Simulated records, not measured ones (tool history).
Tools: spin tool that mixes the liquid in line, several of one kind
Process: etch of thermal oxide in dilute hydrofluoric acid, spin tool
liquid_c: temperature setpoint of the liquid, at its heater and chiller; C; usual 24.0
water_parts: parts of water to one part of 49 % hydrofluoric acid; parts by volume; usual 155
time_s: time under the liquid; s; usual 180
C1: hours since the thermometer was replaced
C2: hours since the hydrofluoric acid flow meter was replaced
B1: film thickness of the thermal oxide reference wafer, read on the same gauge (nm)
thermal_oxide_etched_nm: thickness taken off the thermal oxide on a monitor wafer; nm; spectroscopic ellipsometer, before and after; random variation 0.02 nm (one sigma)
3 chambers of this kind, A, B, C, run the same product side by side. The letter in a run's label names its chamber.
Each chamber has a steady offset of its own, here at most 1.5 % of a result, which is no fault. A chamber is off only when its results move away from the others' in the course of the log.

{"run": "1A", "hour": 10.9, "liquid_c": 24.0, "water_parts": 155, "time_s": 180, "C1": 230.9, "C2": 96.5, "B1": 89.997, "thermal_oxide_etched_nm": 4.9558}
{"run": "2B", "hour": 21.4, "liquid_c": 24.0, "water_parts": 155, "time_s": 180, "C1": 650.5, "C2": 1107.5, "B1": 89.974, "thermal_oxide_etched_nm": 4.996}
{"run": "3C", "hour": 30.0, "liquid_c": 24.0, "water_parts": 155, "time_s": 180, "C1": 1917.7, "C2": 1907.3, "B1": 89.988, "thermal_oxide_etched_nm": 4.9948}
{"run": "4B", "hour": 43.2, "liquid_c": 24.0, "water_parts": 155, "time_s": 180, "C1": 672.3, "C2": 1129.3, "B1": 90.056, "thermal_oxide_etched_nm": 5.0737}
{"run": "5C", "hour": 56.8, "liquid_c": 24.0, "water_parts": 155, "time_s": 180, "C1": 1944.5, "C2": 1934.1, "B1": 90.019, "thermal_oxide_etched_nm": 5.014}
{"run": "6A", "hour": 64.7, "liquid_c": 24.0, "water_parts": 155, "time_s": 180, "C1": 284.7, "C2": 150.3, "B1": 90.01, "thermal_oxide_etched_nm": 4.9814}
{"run": "7C", "hour": 74.9, "liquid_c": 24.0, "water_parts": 155, "time_s": 180, "C1": 1962.6, "C2": 1952.2, "B1": 89.977, "thermal_oxide_etched_nm": 5.0343}
{"run": "8B", "hour": 85.2, "liquid_c": 24.0, "water_parts": 155, "time_s": 180, "C1": 714.3, "C2": 1171.3, "B1": 90.03, "thermal_oxide_etched_nm": 5.0539}
{"run": "9A", "hour": 99.0, "liquid_c": 24.0, "water_parts": 155, "time_s": 180, "C1": 319.0, "C2": 184.6, "B1": 90.006, "thermal_oxide_etched_nm": 4.9741}
{"run": "10C", "hour": 110.5, "liquid_c": 24.0, "water_parts": 155, "time_s": 180, "C1": 1998.2, "C2": 1987.8, "B1": 89.994, "thermal_oxide_etched_nm": 4.9951}
{"run": "11A", "hour": 118.2, "liquid_c": 24.0, "water_parts": 155, "time_s": 180, "C1": 338.2, "C2": 203.8, "B1": 89.974, "thermal_oxide_etched_nm": 4.9798}
{"run": "12B", "hour": 125.5, "liquid_c": 24.0, "water_parts": 155, "time_s": 180, "C1": 754.6, "C2": 1211.6, "B1": 90.039, "thermal_oxide_etched_nm": 5.0553}
{"run": "13B", "hour": 137.6, "liquid_c": 24.0, "water_parts": 155, "time_s": 180, "C1": 766.7, "C2": 1223.7, "B1": 89.988, "thermal_oxide_etched_nm": 5.0216}
{"run": "14C", "hour": 146.9, "liquid_c": 24.0, "water_parts": 155, "time_s": 180, "C1": 2034.6, "C2": 2024.2, "B1": 89.997, "thermal_oxide_etched_nm": 5.0476}
{"run": "15A", "hour": 154.6, "liquid_c": 24.0, "water_parts": 155, "time_s": 180, "C1": 374.6, "C2": 240.2, "B1": 89.953, "thermal_oxide_etched_nm": 4.9917}
{"run": "16A", "hour": 167.4, "liquid_c": 24.0, "water_parts": 110, "time_s": 180, "C1": 387.4, "C2": 253.0, "B1": 89.961, "thermal_oxide_etched_nm": 7.4026}
{"run": "17B", "hour": 177.7, "liquid_c": 24.0, "water_parts": 110, "time_s": 180, "C1": 806.8, "C2": 1263.8, "B1": 89.956, "thermal_oxide_etched_nm": 7.5194}
{"run": "18C", "hour": 191.2, "liquid_c": 24.0, "water_parts": 110, "time_s": 180, "C1": 2078.9, "C2": 2068.5, "B1": 90.052, "thermal_oxide_etched_nm": 7.5444}
{"run": "19C", "hour": 203.0, "liquid_c": 24.0, "water_parts": 155, "time_s": 180, "C1": 2090.7, "C2": 2080.3, "B1": 90.005, "thermal_oxide_etched_nm": 5.0435}
{"run": "20A", "hour": 212.9, "liquid_c": 24.0, "water_parts": 155, "time_s": 180, "C1": 432.9, "C2": 298.5, "B1": 89.983, "thermal_oxide_etched_nm": 4.9421}
{"run": "21B", "hour": 224.9, "liquid_c": 24.0, "water_parts": 155, "time_s": 180, "C1": 854.0, "C2": 1311.0, "B1": 90.058, "thermal_oxide_etched_nm": 5.0837}
{"run": "22B", "hour": 234.6, "liquid_c": 24.0, "water_parts": 155, "time_s": 180, "C1": 863.7, "C2": 1320.7, "B1": 90.002, "thermal_oxide_etched_nm": 5.0404}
{"run": "23A", "hour": 245.9, "liquid_c": 24.0, "water_parts": 155, "time_s": 180, "C1": 465.9, "C2": 331.5, "B1": 90.028, "thermal_oxide_etched_nm": 4.9377}
{"run": "24C", "hour": 258.1, "liquid_c": 24.0, "water_parts": 155, "time_s": 180, "C1": 2145.8, "C2": 2135.4, "B1": 90.03, "thermal_oxide_etched_nm": 5.0339}
{"run": "25C", "hour": 264.4, "liquid_c": 24.0, "water_parts": 155, "time_s": 180, "C1": 2152.1, "C2": 2141.7, "B1": 89.998, "thermal_oxide_etched_nm": 5.0306}
{"run": "26A", "hour": 276.3, "liquid_c": 24.0, "water_parts": 155, "time_s": 180, "C1": 496.3, "C2": 361.9, "B1": 89.991, "thermal_oxide_etched_nm": 4.9065}
{"run": "27B", "hour": 288.3, "liquid_c": 24.0, "water_parts": 155, "time_s": 180, "C1": 917.4, "C2": 1374.4, "B1": 89.951, "thermal_oxide_etched_nm": 5.0291}
{"run": "28C", "hour": 302.0, "liquid_c": 24.0, "water_parts": 155, "time_s": 180, "C1": 2189.7, "C2": 2179.3, "B1": 89.963, "thermal_oxide_etched_nm": 5.0642}
{"run": "29A", "hour": 308.9, "liquid_c": 24.0, "water_parts": 155, "time_s": 180, "C1": 528.9, "C2": 394.5, "B1": 89.986, "thermal_oxide_etched_nm": 4.845}
{"run": "30B", "hour": 322.3, "liquid_c": 24.0, "water_parts": 190, "time_s": 180, "C1": 951.4, "C2": 1408.4, "B1": 89.982, "thermal_oxide_etched_nm": 3.9477}
{"run": "31C", "hour": 329.4, "liquid_c": 24.0, "water_parts": 190, "time_s": 180, "C1": 2217.1, "C2": 2206.7, "B1": 90.03, "thermal_oxide_etched_nm": 3.9181}
{"run": "32B", "hour": 336.0, "liquid_c": 24.0, "water_parts": 190, "time_s": 180, "C1": 965.1, "C2": 1422.1, "B1": 89.988, "thermal_oxide_etched_nm": 3.9313}
{"run": "33A", "hour": 343.6, "liquid_c": 24.0, "water_parts": 155, "time_s": 180, "C1": 563.6, "C2": 429.2, "B1": 89.976, "thermal_oxide_etched_nm": 4.8598}
{"run": "34B", "hour": 350.7, "liquid_c": 24.0, "water_parts": 155, "time_s": 180, "C1": 979.8, "C2": 1436.8, "B1": 90.006, "thermal_oxide_etched_nm": 5.0939}
{"hour": 355.5, "done": "chamber C: thermometer replaced"}
{"run": "35A", "hour": 358.9, "liquid_c": 24.0, "water_parts": 120, "time_s": 180, "C1": 578.9, "C2": 444.5, "B1": 89.982, "thermal_oxide_etched_nm": 6.5048}
{"run": "36C", "hour": 366.7, "liquid_c": 24.0, "water_parts": 120, "time_s": 180, "C1": 11.2, "C2": 2244.0, "B1": 89.988, "thermal_oxide_etched_nm": 6.8082}
{"run": "37C", "hour": 379.8, "liquid_c": 24.0, "water_parts": 120, "time_s": 180, "C1": 24.3, "C2": 2257.1, "B1": 89.979, "thermal_oxide_etched_nm": 6.8016}
{"run": "38A", "hour": 393.0, "liquid_c": 24.0, "water_parts": 155, "time_s": 180, "C1": 613.0, "C2": 478.6, "B1": 89.991, "thermal_oxide_etched_nm": 4.805}
{"run": "39B", "hour": 406.8, "liquid_c": 26.5, "water_parts": 155, "time_s": 180, "C1": 1035.9, "C2": 1492.9, "B1": 90.037, "thermal_oxide_etched_nm": 5.5585}
{"run": "40B", "hour": 418.9, "liquid_c": 26.5, "water_parts": 155, "time_s": 180, "C1": 1048.0, "C2": 1505.0, "B1": 90.003, "thermal_oxide_etched_nm": 5.561}
{"run": "41C", "hour": 432.1, "liquid_c": 26.5, "water_parts": 155, "time_s": 180, "C1": 76.6, "C2": 2309.4, "B1": 90.043, "thermal_oxide_etched_nm": 5.5203}
{"run": "42A", "hour": 443.7, "liquid_c": 24.0, "water_parts": 155, "time_s": 180, "C1": 663.7, "C2": 529.3, "B1": 89.969, "thermal_oxide_etched_nm": 4.7573}

Next, every chamber runs the same settings. What will each give?
{"run": "43A", "hour": 453.7, "liquid_c": 24.0, "water_parts": 155, "time_s": 180, "thermal_oxide_etched_nm": "?"}
{"run": "43B", "hour": 453.7, "liquid_c": 24.0, "water_parts": 155, "time_s": 180, "thermal_oxide_etched_nm": "?"}
{"run": "43C", "hour": 453.7, "liquid_c": 24.0, "water_parts": 155, "time_s": 180, "thermal_oxide_etched_nm": "?"}

run=43A thermal_oxide_etched_nm=4.7011
run=43B thermal_oxide_etched_nm=5.0668
run=43C thermal_oxide_etched_nm=5.0508
